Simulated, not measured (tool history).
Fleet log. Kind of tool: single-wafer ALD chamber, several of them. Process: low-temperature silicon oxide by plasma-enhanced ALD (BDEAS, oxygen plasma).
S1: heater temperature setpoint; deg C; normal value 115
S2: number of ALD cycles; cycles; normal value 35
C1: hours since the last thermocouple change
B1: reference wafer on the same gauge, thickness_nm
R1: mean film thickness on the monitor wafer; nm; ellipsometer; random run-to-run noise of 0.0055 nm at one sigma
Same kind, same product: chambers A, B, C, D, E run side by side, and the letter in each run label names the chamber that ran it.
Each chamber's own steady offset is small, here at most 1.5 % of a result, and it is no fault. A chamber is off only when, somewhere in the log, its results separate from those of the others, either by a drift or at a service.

| run | hour | S1 | S2 | C1 | B1 | R1 |
|---|---|---|---|---|---|---|
| 1D | 11.4 | 115 | 35 | 595.9 | 5.5477 | 4.8667 |
| 2C | 21.6 | 115 | 35 | 49.1 | 5.5490 | 4.8687 |
| 3B | 33.0 | 115 | 35 | 1028.7 | 5.5475 | 4.9008 |
| 4A | 44.7 | 115 | 35 | 1673.1 | 5.5476 | 4.9062 |
| 5E | 52.4 | 115 | 35 | 121.2 | 5.5473 | 4.8277 |
| 6A | 59.6 | 115 | 35 | 1688.0 | 5.5467 | 4.9052 |
| 7B | 74.7 | 115 | 35 | 1070.4 | 5.5467 | 4.9110 |
| 8D | 85.0 | 115 | 35 | 669.5 | 5.5433 | 4.8581 |
| 9E | 92.9 | 115 | 35 | 161.7 | 5.5454 | 4.8336 |
| 10C | 103.1 | 115 | 35 | 130.6 | 5.5421 | 4.8770 |
| 11B | 115.0 | 115 | 35 | 1110.7 | 5.5420 | 4.9068 |
| 12E | 126.7 | 115 | 35 | 195.5 | 5.5427 | 4.8284 |
| 13A | 134.1 | 115 | 35 | 1762.5 | 5.5416 | 4.8964 |
| 14C | 141.8 | 115 | 35 | 169.3 | 5.5407 | 4.8925 |
|  | 142.8 | chamber B: thermocouple changed; heater temperature recalibrated |
| 15D | 152.5 | 115 | 31 | 737.0 | 5.5391 | 4.3018 |
| 16B | 160.5 | 115 | 31 | 17.8 | 5.5396 | 4.3447 |
| 17E | 170.2 | 115 | 31 | 239.0 | 5.5389 | 4.2707 |
| 18A | 179.5 | 115 | 31 | 1807.9 | 5.5377 | 4.3386 |
| 19C | 187.4 | 115 | 31 | 214.9 | 5.5375 | 4.3183 |
| 20D | 194.1 | 115 | 35 | 778.6 | 5.5379 | 4.8554 |
| 21D | 206.0 | 115 | 35 | 790.5 | 5.5367 | 4.8571 |
| 22A | 218.7 | 109 | 33 | 1847.1 | 5.5359 | 4.6598 |
| 23C | 232.2 | 109 | 33 | 259.7 | 5.5343 | 4.6548 |
| 24E | 246.4 | 109 | 33 | 315.2 | 5.5355 | 4.5914 |
| 25B | 253.1 | 109 | 33 | 110.4 | 5.5352 | 4.6738 |
|  | 257.3 | chamber A: thermocouple changed; heater temperature recalibrated |
| 26C | 261.7 | 109 | 33 | 289.2 | 5.5353 | 4.6403 |
| 27D | 275.1 | 120 | 35 | 859.6 | 5.5324 | 4.7919 |
| 28B | 287.6 | 120 | 35 | 144.9 | 5.5315 | 4.8640 |
| 29A | 295.0 | 120 | 35 | 37.8 | 5.5321 | 4.8413 |
| 30E | 301.8 | 120 | 35 | 370.6 | 5.5315 | 4.7727 |
| 31C | 309.9 | 120 | 35 | 337.4 | 5.5301 | 4.8193 |
| 32D | 316.6 | 115 | 35 | 901.1 | 5.5292 | 4.8421 |
| 33B | 331.8 | 103 | 35 | 189.1 | 5.5294 | 5.0058 |
| 34A | 345.9 | 103 | 35 | 88.7 | 5.5302 | 5.0126 |
| 35E | 358.9 | 103 | 35 | 427.7 | 5.5269 | 4.9117 |
| 36B | 369.3 | 103 | 35 | 226.6 | 5.5261 | 4.9989 |
| 37A | 379.9 | 103 | 35 | 122.7 | 5.5262 | 4.9967 |
| 38E | 391.2 | 115 | 38 | 460.0 | 5.5249 | 5.2184 |
| 39C | 403.4 | 115 | 38 | 430.9 | 5.5246 | 5.2752 |

All 5 chambers run these settings next. Forecast each chamber's results:
| 40A | 414.3 | 106 | 35 |  |  | ? |
| 40B | 414.3 | 106 | 35 |  |  | ? |
| 40C | 414.3 | 106 | 35 |  |  | ? |
| 40D | 414.3 | 106 | 35 |  |  | ? |
| 40E | 414.3 | 106 | 35 |  |  | ? |

| run | R1 |
|---|---|
| 40A | 4.9710 |
| 40B | 4.9652 |
| 40C | 4.9406 |
| 40D | 4.9210 |
| 40E | 4.8906 |
